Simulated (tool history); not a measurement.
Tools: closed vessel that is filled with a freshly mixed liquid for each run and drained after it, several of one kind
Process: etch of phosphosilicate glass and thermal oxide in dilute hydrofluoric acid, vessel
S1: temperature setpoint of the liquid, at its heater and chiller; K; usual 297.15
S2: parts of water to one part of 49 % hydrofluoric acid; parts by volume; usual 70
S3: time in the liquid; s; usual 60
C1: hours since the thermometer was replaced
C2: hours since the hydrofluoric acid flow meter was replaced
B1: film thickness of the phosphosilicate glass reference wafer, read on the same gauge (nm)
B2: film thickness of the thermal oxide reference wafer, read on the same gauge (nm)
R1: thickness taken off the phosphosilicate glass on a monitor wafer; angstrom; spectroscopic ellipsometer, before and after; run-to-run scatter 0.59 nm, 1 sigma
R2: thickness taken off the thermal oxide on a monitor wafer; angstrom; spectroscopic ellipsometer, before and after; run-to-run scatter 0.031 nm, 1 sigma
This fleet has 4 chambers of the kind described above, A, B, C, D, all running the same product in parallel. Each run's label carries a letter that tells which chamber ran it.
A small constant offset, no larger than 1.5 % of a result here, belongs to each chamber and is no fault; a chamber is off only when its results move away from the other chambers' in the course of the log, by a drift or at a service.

At day 0.596: chamber C: thermometer replaced.
Run 1A, day 0.625: usual settings; C1 854.9; C2 488.9; B1 109.99; B2 120.01. Result: R1 606.15 angstrom, R2 44.575 angstrom.
Run 2D, day 1.262: usual settings; C1 901.3; C2 2076.1; B1 110.01; B2 120.02. Result: R1 612.25 angstrom, R2 44.381 angstrom.
Run 3C, day 1.642: usual settings; C1 25.1; C2 58.9; B1 110.00; B2 120.00. Result: R1 614.91 angstrom, R2 44.151 angstrom.
Run 4B, day 2.121: usual settings; C1 2143.0; C2 322.1; B1 110.00; B2 120.01. Result: R1 602.46 angstrom, R2 44.494 angstrom.
Run 5D, day 2.429: usual settings but S1 292.65 K, S2 40 parts by volume; C1 929.3; C2 2104.1; B1 110.00; B2 120.00. Result: R1 911.73 angstrom, R2 67.042 angstrom.
Run 6B, day 2.962: usual settings but S1 292.65 K, S2 40 parts by volume; C1 2163.2; C2 342.3; B1 109.99; B2 120.00. Result: R1 886.59 angstrom, R2 66.533 angstrom.
At day 3.467: chamber D: hydrofluoric acid flow meter replaced.
Run 7C, day 3.600: usual settings but S1 292.65 K, S2 40 parts by volume; C1 72.1; C2 105.9; B1 110.00; B2 119.98. Result: R1 917.84 angstrom, R2 66.824 angstrom.
Run 8A, day 4.000: usual settings but S1 292.65 K, S2 40 parts by volume; C1 935.9; C2 569.9; B1 109.99; B2 120.02. Result: R1 901.62 angstrom, R2 67.312 angstrom.
Run 9B, day 4.483: usual settings; C1 2199.7; C2 378.8; B1 110.01; B2 120.01. Result: R1 601.03 angstrom, R2 44.842 angstrom.
Run 10A, day 4.929: usual settings; C1 958.2; C2 592.2; B1 110.02; B2 120.00. Result: R1 594.25 angstrom, R2 44.573 angstrom.
Run 11D, day 5.288: usual settings; C1 997.9; C2 43.8; B1 109.98; B2 119.99. Result: R1 590.90 angstrom, R2 45.093 angstrom.
At day 5.508: chamber A: hydrofluoric acid flow meter replaced.
Run 12C, day 5.762: usual settings; C1 124.0; C2 157.8; B1 110.00; B2 119.99. Result: R1 593.15 angstrom, R2 44.579 angstrom.
Run 13D, day 6.162: usual settings; C1 1018.9; C2 64.8; B1 109.99; B2 120.01. Result: R1 605.02 angstrom, R2 44.717 angstrom.
Run 14A, day 6.800: usual settings; C1 1003.1; C2 31.0; B1 110.00; B2 120.00. Result: R1 599.67 angstrom, R2 44.554 angstrom.
Run 15B, day 7.150: usual settings; C1 2263.7; C2 442.8; B1 110.00; B2 119.99. Result: R1 596.39 angstrom, R2 44.654 angstrom.
Run 16C, day 7.688: usual settings; C1 170.2; C2 204.0; B1 110.00; B2 120.01. Result: R1 612.00 angstrom, R2 44.189 angstrom.
Run 17D, day 8.054: usual settings but S1 294.65 K, S2 80 parts by volume; C1 1064.3; C2 110.2; B1 110.02; B2 119.99. Result: R1 473.98 angstrom, R2 35.007 angstrom.
Run 18C, day 8.521: usual settings but S1 294.65 K, S2 80 parts by volume; C1 190.2; C2 224.0; B1 110.02; B2 120.00. Result: R1 476.19 angstrom, R2 34.553 angstrom.
Run 19A, day 8.971: usual settings but S1 294.65 K, S2 80 parts by volume; C1 1055.2; C2 83.1; B1 110.00; B2 120.01. Result: R1 470.50 angstrom, R2 34.551 angstrom.
Run 20B, day 9.396: usual settings but S1 294.65 K, S2 80 parts by volume; C1 2317.6; C2 496.7; B1 110.00; B2 119.98. Result: R1 475.05 angstrom, R2 35.102 angstrom.
Run 21A, day 9.904: usual settings; C1 1077.6; C2 105.5; B1 109.99; B2 119.97. Result: R1 600.94 angstrom, R2 44.378 angstrom.
Run 22C, day 10.454: usual settings; C1 236.6; C2 270.4; B1 109.98; B2 119.99. Result: R1 613.15 angstrom, R2 44.144 angstrom.
Run 23D, day 10.979: usual settings; C1 1134.5; C2 180.4; B1 110.00; B2 120.00. Result: R1 602.00 angstrom, R2 45.043 angstrom.
Run 24B, day 11.271: usual settings; C1 2362.6; C2 541.7; B1 110.01; B2 120.01. Result: R1 595.46 angstrom, R2 45.148 angstrom.
Run 25C, day 11.562: usual settings; C1 263.2; C2 297.0; B1 110.00; B2 120.01. Result: R1 615.78 angstrom, R2 44.438 angstrom.
Run 26D, day 12.146: usual settings; C1 1162.5; C2 208.4; B1 110.00; B2 120.03. Result: R1 610.96 angstrom, R2 44.627 angstrom.
Run 27A, day 12.733: usual settings; C1 1145.5; C2 173.4; B1 110.00; B2 120.01. Result: R1 613.53 angstrom, R2 44.477 angstrom.
Run 28B, day 13.371: usual settings; C1 2413.0; C2 592.1; B1 109.99; B2 120.02. Result: R1 610.83 angstrom, R2 45.164 angstrom.
Run 29C, day 13.738: usual settings; C1 315.4; C2 349.2; B1 110.00; B2 119.98. Result: R1 608.28 angstrom, R2 44.600 angstrom.
Run 30B, day 14.325: usual settings; C1 2435.9; C2 615.0; B1 110.02; B2 120.00. Result: R1 600.78 angstrom, R2 45.382 angstrom.
Run 31A, day 14.800: usual settings; C1 1195.1; C2 223.0; B1 110.00; B2 120.01. Result: R1 595.38 angstrom, R2 44.975 angstrom.
At day 15.354: chamber D: thermometer replaced.
Run 32D, day 15.417: usual settings; C1 1.5; C2 286.9; B1 110.01; B2 120.01. Result: R1 591.19 angstrom, R2 44.798 angstrom.

Decide between three cases: one chamber stands off from its peers, the gauge reading all wafers drifts, or nothing is wrong past each chamber's small offset. Where a chamber is off, say which and what most likely put it there.

All chambers stay in line apart from their small fixed offsets, and the gauge does not drift.
